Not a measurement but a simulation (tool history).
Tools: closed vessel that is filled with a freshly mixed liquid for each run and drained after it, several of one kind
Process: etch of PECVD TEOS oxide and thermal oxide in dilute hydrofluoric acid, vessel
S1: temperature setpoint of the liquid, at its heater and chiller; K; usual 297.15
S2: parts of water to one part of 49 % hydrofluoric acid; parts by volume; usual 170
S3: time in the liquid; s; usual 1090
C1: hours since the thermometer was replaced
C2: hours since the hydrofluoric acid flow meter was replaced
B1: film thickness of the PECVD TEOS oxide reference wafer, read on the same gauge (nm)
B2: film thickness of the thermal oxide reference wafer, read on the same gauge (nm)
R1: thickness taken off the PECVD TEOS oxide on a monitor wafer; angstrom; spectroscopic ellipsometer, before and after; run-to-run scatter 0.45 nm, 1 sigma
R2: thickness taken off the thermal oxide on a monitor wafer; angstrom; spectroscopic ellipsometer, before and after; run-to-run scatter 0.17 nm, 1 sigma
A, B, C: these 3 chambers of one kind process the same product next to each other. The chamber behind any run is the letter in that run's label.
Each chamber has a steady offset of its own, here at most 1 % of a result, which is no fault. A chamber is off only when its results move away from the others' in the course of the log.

run 1B hour=3.3 | S1=297.15 S2=170 S3=1090 | C1=1850.1 C2=140.8 | B1=130.00 B2=120.01 | R1=533.75 R2=296.09
run 2C hour=7.7 | S1=297.15 S2=170 S3=1090 | C1=872.0 C2=335.7 | B1=130.00 B2=120.02 | R1=525.34 R2=293.91
run 3A hour=10.1 | S1=297.15 S2=170 S3=1090 | C1=105.4 C2=408.8 | B1=130.03 B2=119.99 | R1=519.10 R2=296.72
run 4B hour=12.6 | S1=297.15 S2=170 S3=1090 | C1=1859.4 C2=150.1 | B1=129.99 B2=119.99 | R1=526.71 R2=294.78
run 5A hour=16.5 | S1=297.15 S2=170 S3=1090 | C1=111.8 C2=415.2 | B1=129.98 B2=119.99 | R1=511.33 R2=295.00
run 6C hour=19.0 | S1=297.15 S2=170 S3=1090 | C1=883.3 C2=347.0 | B1=130.02 B2=119.98 | R1=517.81 R2=292.19
run 7C hour=24.1 | S1=297.15 S2=170 S3=1090 | C1=888.4 C2=352.1 | B1=130.02 B2=120.01 | R1=510.20 R2=298.79
run 8B hour=28.1 | S1=297.15 S2=170 S3=1625 | C1=1874.9 C2=165.6 | B1=130.03 B2=119.99 | R1=777.68 R2=445.39
run 9A hour=31.7 | S1=297.15 S2=170 S3=1625 | C1=127.0 C2=430.4 | B1=130.00 B2=120.01 | R1=773.66 R2=446.89
run 10B hour=34.2 | S1=297.15 S2=170 S3=1625 | C1=1881.0 C2=171.7 | B1=129.98 B2=119.99 | R1=785.15 R2=442.55
run 11C hour=37.8 | S1=297.15 S2=170 S3=1090 | C1=902.1 C2=365.8 | B1=130.00 B2=119.99 | R1=519.56 R2=294.26
run 12A hour=41.6 | S1=297.15 S2=170 S3=1090 | C1=136.9 C2=440.3 | B1=129.99 B2=120.00 | R1=515.73 R2=298.06
run 13C hour=46.5 | S1=297.15 S2=205 S3=1090 | C1=910.8 C2=374.5 | B1=129.99 B2=120.00 | R1=411.91 R2=236.90
run 14A hour=51.3 | S1=297.15 S2=205 S3=1090 | C1=146.6 C2=450.0 | B1=129.99 B2=120.02 | R1=405.88 R2=235.56
run 15B hour=55.2 | S1=297.15 S2=205 S3=1090 | C1=1902.0 C2=192.7 | B1=129.98 B2=119.99 | R1=423.63 R2=236.99
run 16C hour=58.4 | S1=297.15 S2=170 S3=1090 | C1=922.7 C2=386.4 | B1=130.01 B2=120.01 | R1=516.30 R2=292.27
run 17A hour=61.4 | S1=297.15 S2=170 S3=1090 | C1=156.7 C2=460.1 | B1=130.00 B2=120.00 | R1=520.05 R2=297.79
run 18B hour=66.1 | S1=297.15 S2=170 S3=1090 | C1=1912.9 C2=203.6 | B1=129.98 B2=120.00 | R1=527.66 R2=295.08
run 19C hour=69.1 | S1=297.15 S2=170 S3=1090 | C1=933.4 C2=397.1 | B1=130.00 B2=119.99 | R1=525.58 R2=293.90
run 20A hour=73.5 | S1=297.15 S2=135 S3=1555 | C1=168.8 C2=472.2 | B1=130.03 B2=120.00 | R1=960.20 R2=563.31
run 21B hour=77.1 | S1=297.15 S2=135 S3=1555 | C1=1923.9 C2=214.6 | B1=130.02 B2=120.00 | R1=1002.40 R2=556.99
run 22B hour=80.5 | S1=297.15 S2=135 S3=1555 | C1=1927.3 C2=218.0 | B1=129.99 B2=120.01 | R1=984.94 R2=550.94
run 23A hour=83.3 | S1=297.15 S2=170 S3=1090 | C1=178.6 C2=482.0 | B1=130.00 B2=120.01 | R1=516.23 R2=298.58
run 24C hour=86.4 | S1=297.15 S2=170 S3=1090 | C1=950.7 C2=414.4 | B1=130.02 B2=119.99 | R1=522.43 R2=295.20
run 25C hour=91.3 | S1=301.65 S2=170 S3=1090 | C1=955.6 C2=419.3 | B1=129.98 B2=119.99 | R1=608.19 R2=353.19
run 26A hour=93.5 | S1=301.65 S2=170 S3=1090 | C1=188.8 C2=492.2 | B1=130.00 B2=120.00 | R1=605.26 R2=352.70
run 27B hour=96.8 | S1=301.65 S2=170 S3=1090 | C1=1943.6 C2=234.3 | B1=129.97 B2=120.01 | R1=624.25 R2=346.96
run 28B hour=101.0 | S1=297.15 S2=170 S3=1090 | C1=1947.8 C2=238.5 | B1=129.99 B2=119.98 | R1=528.26 R2=297.56
run 29A hour=105.3 | S1=297.15 S2=170 S3=1710 | C1=200.6 C2=504.0 | B1=129.97 B2=120.00 | R1=810.11 R2=463.31
run 30C hour=110.0 | S1=297.15 S2=170 S3=1710 | C1=974.3 C2=438.0 | B1=130.01 B2=120.00 | R1=824.03 R2=465.83
run 31C hour=113.6 | S1=297.15 S2=170 S3=1710 | C1=977.9 C2=441.6 | B1=130.01 B2=119.99 | R1=816.53 R2=467.39
run 32A hour=117.9 | S1=297.15 S2=170 S3=1090 | C1=213.2 C2=516.6 | B1=130.01 B2=120.01 | R1=516.84 R2=298.59
run 33B hour=120.3 | S1=297.15 S2=170 S3=1090 | C1=1967.1 C2=257.8 | B1=129.97 B2=120.00 | R1=530.78 R2=296.94
run 34C hour=123.7 | S1=297.15 S2=170 S3=1090 | C1=988.0 C2=451.7 | B1=129.99 B2=120.00 | R1=516.55 R2=291.06
run 35B hour=128.7 | S1=297.15 S2=170 S3=1090 | C1=1975.5 C2=266.2 | B1=130.01 B2=119.99 | R1=527.60 R2=296.23
run 36A hour=132.7 | S1=297.15 S2=170 S3=1090 | C1=228.0 C2=531.4 | B1=129.96 B2=120.01 | R1=522.20 R2=298.37
run 37C hour=135.6 | S1=297.15 S2=170 S3=1090 | C1=999.9 C2=463.6 | B1=130.04 B2=120.00 | R1=518.90 R2=296.96
run 38A hour=139.4 | S1=297.15 S2=170 S3=1090 | C1=234.7 C2=538.1 | B1=129.97 B2=119.99 | R1=516.40 R2=299.06
run 39B hour=141.8 | S1=297.15 S2=170 S3=1090 | C1=1988.6 C2=279.3 | B1=130.00 B2=119.99 | R1=528.77 R2=298.16
run 40C hour=145.5 | S1=297.15 S2=170 S3=1090 | C1=1009.8 C2=473.5 | B1=130.05 B2=120.01 | R1=520.70 R2=294.38
run 41B hour=149.8 | S1=293.65 S2=170 S3=1090 | C1=1996.6 C2=287.3 | B1=129.98 B2=120.01 | R1=458.59 R2=258.19
run 42A hour=152.0 | S1=293.65 S2=170 S3=1090 | C1=247.3 C2=550.7 | B1=130.02 B2=119.99 | R1=456.44 R2=260.58
run 43B hour=155.2 | S1=293.65 S2=170 S3=1090 | C1=2002.0 C2=292.7 | B1=130.03 B2=120.00 | R1=460.02 R2=257.01
run 44C hour=159.9 | S1=297.15 S2=170 S3=1090 | C1=1024.2 C2=487.9 | B1=129.98 B2=120.00 | R1=527.50 R2=291.27

Each of the 3 chambers runs these same settings next. Fill in every chamber's results:
run 45A hour=163.5 | S1=299.65 S2=170 S3=1090 | R1=? R2=?
run 45B hour=163.5 | S1=299.65 S2=170 S3=1090 | R1=? R2=?
run 45C hour=163.5 | S1=299.65 S2=170 S3=1090 | R1=? R2=?

run=45A R1=581.54 R2=326.45
run=45B R1=573.03 R2=329.28
run=45C R1=574.92 R2=326.68
